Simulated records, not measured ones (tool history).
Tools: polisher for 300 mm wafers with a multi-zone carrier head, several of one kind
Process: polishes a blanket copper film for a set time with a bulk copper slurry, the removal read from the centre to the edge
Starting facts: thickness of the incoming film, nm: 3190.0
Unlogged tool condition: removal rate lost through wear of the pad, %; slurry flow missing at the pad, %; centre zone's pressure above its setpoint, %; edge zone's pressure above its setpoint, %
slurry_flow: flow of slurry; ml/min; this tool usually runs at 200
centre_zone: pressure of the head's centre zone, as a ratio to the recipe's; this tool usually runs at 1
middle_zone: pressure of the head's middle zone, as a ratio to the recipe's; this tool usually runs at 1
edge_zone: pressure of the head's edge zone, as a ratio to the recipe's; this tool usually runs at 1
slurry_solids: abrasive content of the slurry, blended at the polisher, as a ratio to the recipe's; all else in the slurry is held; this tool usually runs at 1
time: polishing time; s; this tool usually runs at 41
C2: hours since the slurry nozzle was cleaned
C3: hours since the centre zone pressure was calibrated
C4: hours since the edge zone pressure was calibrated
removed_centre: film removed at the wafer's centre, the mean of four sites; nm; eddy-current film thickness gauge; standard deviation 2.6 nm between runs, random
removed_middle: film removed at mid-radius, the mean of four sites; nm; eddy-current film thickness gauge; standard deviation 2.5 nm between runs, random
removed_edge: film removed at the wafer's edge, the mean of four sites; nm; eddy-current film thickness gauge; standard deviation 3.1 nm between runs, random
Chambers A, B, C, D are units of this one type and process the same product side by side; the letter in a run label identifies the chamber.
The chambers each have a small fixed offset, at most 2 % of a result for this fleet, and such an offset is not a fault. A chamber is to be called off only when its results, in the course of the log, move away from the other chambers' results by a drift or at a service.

Run 1B, hour 4.6: usual settings; wafers polished on this pad 838; C2 136.1; C3 272.9; C4 362.4. Result: removed_centre 216.78 nm, removed_middle 214.01 nm, removed_edge 211.91 nm.
At hour 7.3: chamber A: worn pad replaced by a new one.
Run 2C, hour 10.1: usual settings; wafers polished on this pad 998; C2 359.3; C3 746; C4 367.1. Result: removed_centre 216.44 nm, removed_middle 215.69 nm, removed_edge 212.67 nm.
Run 3D, hour 13.1: usual settings; wafers polished on this pad 651; C2 257.8; C3 1138.8; C4 446.6. Result: removed_centre 213.55 nm, removed_middle 208.62 nm, removed_edge 210.42 nm.
At hour 15.5: chamber C: worn pad replaced by a new one.
Run 4A, hour 16.6: usual settings; wafers polished on this pad 114; C2 345.8; C3 98; C4 273.2. Result: removed_centre 218.05 nm, removed_middle 209.59 nm, removed_edge 217.57 nm.
Run 5B, hour 19.7: usual settings; wafers polished on this pad 1022; C2 151.2; C3 288; C4 377.5. Result: removed_centre 218.5 nm, removed_middle 209.54 nm, removed_edge 218.17 nm.
Run 6D, hour 23.2: usual settings; wafers polished on this pad 775; C2 267.9; C3 1148.9; C4 456.7. Result: removed_centre 210.71 nm, removed_middle 203.01 nm, removed_edge 216.95 nm.
Run 7A, hour 26.1: usual settings; wafers polished on this pad 230; C2 355.3; C3 107.5; C4 282.7. Result: removed_centre 216.12 nm, removed_middle 213.38 nm, removed_edge 215.05 nm.
Run 8C, hour 30.5: usual settings; wafers polished on this pad 183; C2 379.7; C3 766.4; C4 387.5. Result: removed_centre 212.83 nm, removed_middle 214.82 nm, removed_edge 218.39 nm.
Run 9D, hour 34.2: usual settings; wafers polished on this pad 909; C2 278.9; C3 1159.9; C4 467.7. Result: removed_centre 212.89 nm, removed_middle 207.24 nm, removed_edge 217.61 nm.
Run 10C, hour 37.7: usual settings; wafers polished on this pad 271; C2 386.9; C3 773.6; C4 394.7. Result: removed_centre 213.53 nm, removed_middle 217.06 nm, removed_edge 213.85 nm.
At hour 38.2: chamber B: worn pad replaced by a new one.
Run 11A, hour 44.2: usual settings; wafers polished on this pad 451; C2 373.4; C3 125.6; C4 300.8. Result: removed_centre 217.86 nm, removed_middle 213.33 nm, removed_edge 210.94 nm.
Run 12B, hour 50.1: usual settings; wafers polished on this pad 146; C2 181.6; C3 318.4; C4 407.9. Result: removed_centre 216.76 nm, removed_middle 211.78 nm, removed_edge 212.07 nm.
Run 13D, hour 54: usual settings; wafers polished on this pad 1151; C2 298.7; C3 1179.7; C4 487.5. Result: removed_centre 210.91 nm, removed_middle 207.01 nm, removed_edge 217.44 nm.
Run 14A, hour 57: usual settings but slurry_solids 1.1, time 45 s; wafers polished on this pad 608; C2 386.2; C3 138.4; C4 313.6. Result: removed_centre 238.78 nm, removed_middle 235.79 nm, removed_edge 240.7 nm.
Run 15B, hour 63.3: usual settings but slurry_solids 1.1, time 45 s; wafers polished on this pad 307; C2 194.8; C3 331.6; C4 421.1. Result: removed_centre 241.74 nm, removed_middle 236.82 nm, removed_edge 243.8 nm.
At hour 64.8: chamber A: worn pad replaced by a new one.
Run 16C, hour 67.9: usual settings but slurry_solids 1.1, time 45 s; wafers polished on this pad 640; C2 417.1; C3 803.8; C4 424.9. Result: removed_centre 246.36 nm, removed_middle 242.55 nm, removed_edge 241.15 nm.
Run 17B, hour 73.1: usual settings but slurry_solids 1.1, time 45 s; wafers polished on this pad 427; C2 204.6; C3 341.4; C4 430.9. Result: removed_centre 241.82 nm, removed_middle 237.4 nm, removed_edge 243.92 nm.
At hour 73.3: chamber A: edge zone pressure recalibrated.
At hour 74.6: chamber D: worn pad replaced by a new one.
Run 18D, hour 76.7: usual settings; wafers polished on this pad 26; C2 321.4; C3 1202.4; C4 510.2. Result: removed_centre 216.42 nm, removed_middle 209.08 nm, removed_edge 214.44 nm.
Run 19A, hour 80.9: usual settings; wafers polished on this pad 197; C2 410.1; C3 162.3; C4 7.7. Result: removed_centre 211.59 nm, removed_middle 210.62 nm, removed_edge 216.96 nm.
Run 20C, hour 86.8: usual settings; wafers polished on this pad 871; C2 436; C3 822.7; C4 443.8. Result: removed_centre 212.61 nm, removed_middle 215.52 nm, removed_edge 213 nm.
Run 21C, hour 93: usual settings but slurry_solids 1.1; wafers polished on this pad 947; C2 442.2; C3 828.9; C4 450. Result: removed_centre 221.21 nm, removed_middle 222.33 nm, removed_edge 222.38 nm.
Run 22D, hour 96.9: usual settings but slurry_solids 1.1; wafers polished on this pad 273; C2 341.6; C3 1222.6; C4 530.4. Result: removed_centre 217.58 nm, removed_middle 213.72 nm, removed_edge 223.75 nm.
At hour 101.5: chamber C: worn pad replaced by a new one.
Run 23B, hour 101.8: usual settings but slurry_solids 1.1; wafers polished on this pad 778; C2 233.3; C3 370.1; C4 459.6. Result: removed_centre 233.79 nm, removed_middle 218.48 nm, removed_edge 227.11 nm.
Run 24A, hour 105.4: usual settings but slurry_solids 1.1; wafers polished on this pad 496; C2 434.6; C3 186.8; C4 32.2. Result: removed_centre 219.26 nm, removed_middle 217.32 nm, removed_edge 223.51 nm.
Run 25A, hour 110: usual settings; wafers polished on this pad 553; C2 439.2; C3 191.4; C4 36.8. Result: removed_centre 212.59 nm, removed_middle 214.05 nm, removed_edge 214.64 nm.
Run 26D, hour 114.4: usual settings but centre_zone 0.92; wafers polished on this pad 487; C2 359.1; C3 1240.1; C4 547.9. Result: removed_centre 195.79 nm, removed_middle 210.86 nm, removed_edge 213.48 nm.
Run 27C, hour 118.9: usual settings but centre_zone 0.92; wafers polished on this pad 212; C2 468.1; C3 854.8; C4 475.9. Result: removed_centre 196.92 nm, removed_middle 213.93 nm, removed_edge 214.31 nm.
Run 28B, hour 125.1: usual settings but centre_zone 0.92; wafers polished on this pad 1063; C2 256.6; C3 393.4; C4 482.9. Result: removed_centre 211.73 nm, removed_middle 216.06 nm, removed_edge 218.8 nm.
Run 29C, hour 129.8: usual settings but centre_zone 0.92; wafers polished on this pad 346; C2 479; C3 865.7; C4 486.8. Result: removed_centre 199.37 nm, removed_middle 219.42 nm, removed_edge 218.41 nm.
At hour 130.5: chamber A: worn pad replaced by a new one.
Run 30D, hour 134.3: usual settings; wafers polished on this pad 730; C2 379; C3 1260; C4 567.8. Result: removed_centre 212.5 nm, removed_middle 208.29 nm, removed_edge 220.16 nm.
Run 31B, hour 139.7: usual settings; wafers polished on this pad 1241; C2 271.2; C3 408; C4 497.5. Result: removed_centre 229.72 nm, removed_middle 216.59 nm, removed_edge 209.41 nm.
Run 32A, hour 144.2: usual settings; wafers polished on this pad 168; C2 473.4; C3 225.6; C4 71. Result: removed_centre 222.34 nm, removed_middle 213.17 nm, removed_edge 215.26 nm.
Run 33D, hour 149.4: usual settings; wafers polished on this pad 915; C2 394.1; C3 1275.1; C4 582.9. Result: removed_centre 211.68 nm, removed_middle 207.96 nm, removed_edge 218.62 nm.
At hour 150.1: chamber B: worn pad replaced by a new one.
Run 34B, hour 155.7: usual settings; wafers polished on this pad 68; C2 287.2; C3 424; C4 513.5. Result: removed_centre 228.44 nm, removed_middle 218.86 nm, removed_edge 213.29 nm.
At hour 161.3: chamber D: centre zone pressure recalibrated.
Run 35A, hour 162: usual settings; wafers polished on this pad 385; C2 491.2; C3 243.4; C4 88.8. Result: removed_centre 217.67 nm, removed_middle 211.74 nm, removed_edge 210.66 nm.
Run 36C, hour 167.6: usual settings; wafers polished on this pad 808; C2 516.8; C3 903.5; C4 524.6. Result: removed_centre 216.1 nm, removed_middle 214.07 nm, removed_edge 213.19 nm.
Run 37B, hour 173.3: usual settings but slurry_flow 220 ml/min, slurry_solids 1.1; wafers polished on this pad 283; C2 304.8; C3 441.6; C4 531.1. Result: removed_centre 247.42 nm, removed_middle 220.88 nm, removed_edge 220.76 nm.
Run 38C, hour 178.4: usual settings but slurry_flow 220 ml/min, slurry_solids 1.1; wafers polished on this pad 940; C2 527.6; C3 914.3; C4 535.4. Result: removed_centre 226.24 nm, removed_middle 226.49 nm, removed_edge 220.04 nm.
Run 39D, hour 181.4: usual settings but slurry_flow 220 ml/min, slurry_solids 1.1; wafers polished on this pad 1306; C2 426.1; C3 20.2; C4 614.9. Result: removed_centre 219.31 nm, removed_middle 216.99 nm, removed_edge 220.5 nm.
Run 40A, hour 185.6: usual settings but slurry_flow 220 ml/min, slurry_solids 1.1; wafers polished on this pad 674; C2 514.8; C3 267; C4 112.4. Result: removed_centre 224.1 nm, removed_middle 216.1 nm, removed_edge 225.46 nm.
At hour 188.8: chamber A: worn pad replaced by a new one.
Run 41A, hour 190.2: usual settings; wafers polished on this pad 17; C2 519.4; C3 271.6; C4 117. Result: removed_centre 215.67 nm, removed_middle 213.22 nm, removed_edge 217.68 nm.

The same settings go to every chamber for the next run, one line per chamber below. Forecast the results for each:
Run 42A, hour 194.9: usual settings but time 29 s. Result: removed_centre ?, removed_middle ?, removed_edge ?.
Run 42B, hour 194.9: usual settings but time 29 s. Result: removed_centre ?, removed_middle ?, removed_edge ?.
Run 42C, hour 194.9: usual settings but time 29 s. Result: removed_centre ?, removed_middle ?, removed_edge ?.
Run 42D, hour 194.9: usual settings but time 29 s. Result: removed_centre ?, removed_middle ?, removed_edge ?.

run  removed_centre  removed_middle  removed_edge
42A          155.47          151.86        154.18
42B          171.73          152.74        152.61
42C          153.71          152.37        153.96
42D          150.55          147.96        154.04
